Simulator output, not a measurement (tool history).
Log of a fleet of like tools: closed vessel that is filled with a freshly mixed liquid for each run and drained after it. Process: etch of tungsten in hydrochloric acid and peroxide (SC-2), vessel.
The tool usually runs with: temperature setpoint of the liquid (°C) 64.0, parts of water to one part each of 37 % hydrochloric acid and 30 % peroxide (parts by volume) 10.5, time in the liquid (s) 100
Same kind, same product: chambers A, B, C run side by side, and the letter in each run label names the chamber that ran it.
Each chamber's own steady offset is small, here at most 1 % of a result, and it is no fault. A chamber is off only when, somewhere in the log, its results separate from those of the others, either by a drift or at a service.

run   hour  temperature setpoint of the liquid (°C)  parts of water to one part each of 37 % hydrochloric acid and 30 % peroxide (parts by volume)  time in the liquid (s)  hours since the thermometer was replaced  hours since the chemicals flow meter was replaced  hours since the drum of peroxide was connected  read-back film thickness of the tungsten reference wafer, read on the same gauge (nm)  thickness taken off the tungsten on a monitor wafer (angstrom)
 1A    3.4                                     64.0                                                                                           10.5                     100                                     595.4                                              872.2                                           467.5                                                                                 140.04                                                          302.90
 2B    6.5                                     64.0                                                                                           10.5                     100                                     593.8                                              778.8                                           983.1                                                                                 139.99                                                          300.99
 3C   12.0                                     64.0                                                                                           10.5                     100                                    1089.9                                              265.6                                           511.6                                                                                 140.01                                                          311.40
 4B   16.2                                     64.0                                                                                           10.5                     100                                     603.5                                              788.5                                           992.8                                                                                 139.98                                                          308.57
 5C   20.1                                     64.0                                                                                           10.5                     100                                    1098.0                                              273.7                                           519.7                                                                                 140.01                                                          305.79
 6A   22.8                                     64.0                                                                                           10.5                     100                                     614.8                                              891.6                                           486.9                                                                                 140.02                                                          303.93
 7A   25.8                                     64.0                                                                                           10.5                     100                                     617.8                                              894.6                                           489.9                                                                                 139.99                                                          304.80
 8C   29.8                                     64.0                                                                                           10.5                     100                                    1107.7                                              283.4                                           529.4                                                                                 140.02                                                          307.70
 9B   35.0                                     64.0                                                                                           10.5                     145                                     622.3                                              807.3                                          1011.6                                                                                 139.96                                                          442.82
10B   38.6                                     64.0                                                                                           10.5                     145                                     625.9                                              810.9                                          1015.2                                                                                 139.97                                                          445.17
11A   44.2                                     64.0                                                                                           10.5                     145                                     636.2                                              913.0                                           508.3                                                                                 139.95                                                          440.95
12C   50.0                                     64.0                                                                                           10.5                     100                                    1127.9                                              303.6                                           549.6                                                                                 140.00                                                          314.56
13C   55.7                                     64.0                                                                                           10.5                     100                                    1133.6                                              309.3                                           555.3                                                                                 140.02                                                          310.34
14B   61.4                                     64.0                                                                                           10.5                     100                                     648.7                                              833.7                                          1038.0                                                                                 139.99                                                          309.21
15A   64.4                                     64.0                                                                                           10.5                     100                                     656.4                                              933.2                                           528.5                                                                                 139.98                                                          300.91
16C   68.3                                     64.0                                                                                           10.5                     100                                    1146.2                                              321.9                                           567.9                                                                                 139.97                                                          316.61
17A   74.2                                     64.0                                                                                           10.5                     100                                     666.2                                              943.0                                           538.3                                                                                 139.95                                                          303.58
18B   78.3                                     64.0                                                                                           10.5                     100                                     665.6                                              850.6                                          1054.9                                                                                 139.97                                                          306.04
19A   83.0                                     64.0                                                                                           10.5                     100                                     675.0                                              951.8                                           547.1                                                                                 140.02                                                          305.06
20C   86.0                                     64.0                                                                                           10.5                     100                                    1163.9                                              339.6                                           585.6                                                                                 140.00                                                          324.11
21B   89.0                                     64.0                                                                                           10.5                     100                                     676.3                                              861.3                                          1065.6                                                                                 139.99                                                          303.40
22C   91.7                                     64.0                                                                                           10.5                     100                                    1169.6                                              345.3                                           591.3                                                                                 139.96                                                          324.09
23B   96.8                                     64.0                                                                                           10.5                     100                                     684.1                                              869.1                                          1073.4                                                                                 139.95                                                          306.62
24A  100.8                                     64.0                                                                                           10.5                     100                                     692.8                                              969.6                                           564.9                                                                                 140.01                                                          306.63
25B  106.5                                     64.0                                                                                           10.5                     100                                     693.8                                              878.8                                          1083.1                                                                                 139.97                                                          300.57

Which is it: a chamber that has drifted or been left off by a service, a gauge drift common to all chambers, or only each chamber's usual small offset? If a chamber is off, name it and its likeliest cause.

Little by little, chamber C moves away from the other chambers.
What lies behind it: chemicals flow above the setpoint (%) = 8.5.
The log might look much the same if the cause were instead: liquid hotter than its thermometer reads (K).

Here are 4 candidates for chamber C's next run, each the usual settings with a change, their results left as question marks. Which one brings its results back in line with what the others give on the usual settings?
In line means no further than this from the other chambers' mean on the usual settings: thickness taken off the tungsten on a monitor wafer (angstrom) 9.20
26C-1  110.8                                     64.5                                                                                           10.5                     100                                                                                                                                                                                                                                                                                                   ?
26C-2  110.8                                     64.5                                                                                           10.5                     105                                                                                                                                                                                                                                                                                                   ?
26C-3  110.8                                     63.5                                                                                           10.5                      95                                                                                                                                                                                                                                                                                                   ?
26C-4  110.8                                     63.5                                                                                           10.5                     100                                                                                                                                                                                                                                                                                                   ?

Average result of the remaining chambers running the usual settings: thickness taken off the tungsten on a monitor wafer (angstrom) 305.06
  run  thickness taken off the tungsten on a monitor wafer (angstrom)
26C-1                                                          339.30
26C-2                                                          356.27
26C-3                                                          303.00
26C-4                                                          318.94
The right change is 26C-3: it brings the chamber back within the allowed miss of the others.
